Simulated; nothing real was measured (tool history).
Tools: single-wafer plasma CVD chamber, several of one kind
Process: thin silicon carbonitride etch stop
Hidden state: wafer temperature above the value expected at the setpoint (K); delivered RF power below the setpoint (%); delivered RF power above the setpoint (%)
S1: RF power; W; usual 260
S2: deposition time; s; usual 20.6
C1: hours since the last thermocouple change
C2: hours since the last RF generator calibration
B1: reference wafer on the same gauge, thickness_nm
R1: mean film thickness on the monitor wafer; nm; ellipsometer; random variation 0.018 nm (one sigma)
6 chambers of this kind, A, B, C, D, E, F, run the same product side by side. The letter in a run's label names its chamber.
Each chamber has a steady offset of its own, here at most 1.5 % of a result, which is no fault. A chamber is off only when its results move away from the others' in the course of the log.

| run | hour | S1 | S2 | C1 | C2 | B1 | R1 |
|---|---|---|---|---|---|---|---|
| 1F | 10 | 260 | 20.6 | 837.7 | 1030.2 | 14.598 | 12.765 |
| 2B | 19.7 | 260 | 20.6 | 871.2 | 807.4 | 14.593 | 12.869 |
| 3A | 30.8 | 260 | 20.6 | 592.9 | 411.8 | 14.591 | 12.712 |
| 4E | 41.2 | 260 | 20.6 | 1844.8 | 279.1 | 14.596 | 12.672 |
| 5D | 47.1 | 260 | 20.6 | 1583.2 | 1100.3 | 14.591 | 12.74 |
| 6C | 55.7 | 260 | 20.6 | 559.3 | 1041.1 | 14.586 | 12.811 |
| 7E | 65.7 | 260 | 20.6 | 1869.3 | 303.6 | 14.582 | 12.658 |
| 8A | 72.3 | 300 | 20.6 | 634.4 | 453.3 | 14.584 | 13.27 |
| 9C | 79 | 300 | 20.6 | 582.6 | 1064.4 | 14.583 | 13.357 |
| 10F | 86.4 | 300 | 20.6 | 914.1 | 1106.6 | 14.578 | 13.283 |
| 11D | 95.1 | 300 | 20.6 | 1631.2 | 1148.3 | 14.582 | 13.293 |
| 12B | 105.9 | 300 | 20.6 | 957.4 | 893.6 | 14.573 | 13.429 |
| 13A | 113.8 | 300 | 20.6 | 675.9 | 494.8 | 14.569 | 13.291 |
| 14E | 121.4 | 260 | 20.6 | 1925 | 359.3 | 14.57 | 12.665 |
| 15B | 131.9 | 260 | 20.6 | 983.4 | 919.6 | 14.57 | 12.875 |
| 16C | 142.8 | 260 | 20.6 | 646.4 | 1128.2 | 14.567 | 12.748 |
| 17F | 153.4 | 260 | 20.6 | 981.1 | 1173.6 | 14.554 | 12.694 |
| 18D | 162.1 | 260 | 23.9 | 1698.2 | 1215.3 | 14.567 | 14.778 |
| 19D | 168.2 | 260 | 23.9 | 1704.3 | 1221.4 | 14.564 | 14.786 |
| 20C | 180 | 260 | 23.9 | 683.6 | 1165.4 | 14.559 | 14.849 |
| 21B | 187.2 | 260 | 23.9 | 1038.7 | 974.9 | 14.551 | 14.885 |
| 22E | 193.5 | 260 | 23.9 | 1997.1 | 431.4 | 14.556 | 14.677 |
|  | 194.8 | chamber F: RF generator calibrated |
|  | 197 | chamber C: RF generator calibrated |
| 23A | 199 | 260 | 23.9 | 761.1 | 580 | 14.549 | 14.752 |
| 24F | 204.7 | 260 | 20.6 | 1032.4 | 9.9 | 14.55 | 12.694 |
| 25C | 215.7 | 260 | 20.6 | 719.3 | 18.7 | 14.548 | 12.792 |
| 26A | 225.4 | 220 | 24 | 787.5 | 606.4 | 14.547 | 14.085 |
| 27F | 237.1 | 220 | 24 | 1064.8 | 42.3 | 14.537 | 14.068 |
| 28D | 246.1 | 220 | 24 | 1782.2 | 1299.3 | 14.537 | 14.101 |
| 29B | 257.4 | 220 | 24 | 1108.9 | 1045.1 | 14.536 | 14.206 |
| 30E | 263.2 | 220 | 24 | 2066.8 | 501.1 | 14.535 | 13.977 |
| 31D | 270.2 | 220 | 24 | 1806.3 | 1323.4 | 14.53 | 14.088 |
| 32F | 279.2 | 260 | 20.6 | 1106.9 | 84.4 | 14.535 | 12.682 |
| 33B | 285 | 260 | 20.6 | 1136.5 | 1072.7 | 14.533 | 12.803 |
| 34E | 293.7 | 260 | 20.6 | 2097.3 | 531.6 | 14.528 | 12.615 |
| 35C | 305.7 | 260 | 20.6 | 809.3 | 108.7 | 14.529 | 12.758 |
| 36A | 312.9 | 260 | 20.6 | 875 | 693.9 | 14.527 | 12.683 |
| 37D | 320.1 | 260 | 20.6 | 1856.2 | 1373.3 | 14.526 | 12.698 |
| 38E | 327.7 | 260 | 20.6 | 2131.3 | 565.6 | 14.518 | 12.593 |
| 39F | 333.6 | 260 | 20.6 | 1161.3 | 138.8 | 14.521 | 12.645 |
| 40B | 341.2 | 310 | 22.4 | 1192.7 | 1128.9 | 14.517 | 14.688 |
| 41A | 349.2 | 310 | 22.4 | 911.3 | 730.2 | 14.516 | 14.496 |

What goes on in this fleet: one chamber off, a drifting gauge, or nothing beyond the chambers' own small offsets? Name the chamber and the cause, if any.

The gauge drifts, so all chambers seem to drift together. No chamber is off.
Cause: gauge reads low (%) = 0.595.

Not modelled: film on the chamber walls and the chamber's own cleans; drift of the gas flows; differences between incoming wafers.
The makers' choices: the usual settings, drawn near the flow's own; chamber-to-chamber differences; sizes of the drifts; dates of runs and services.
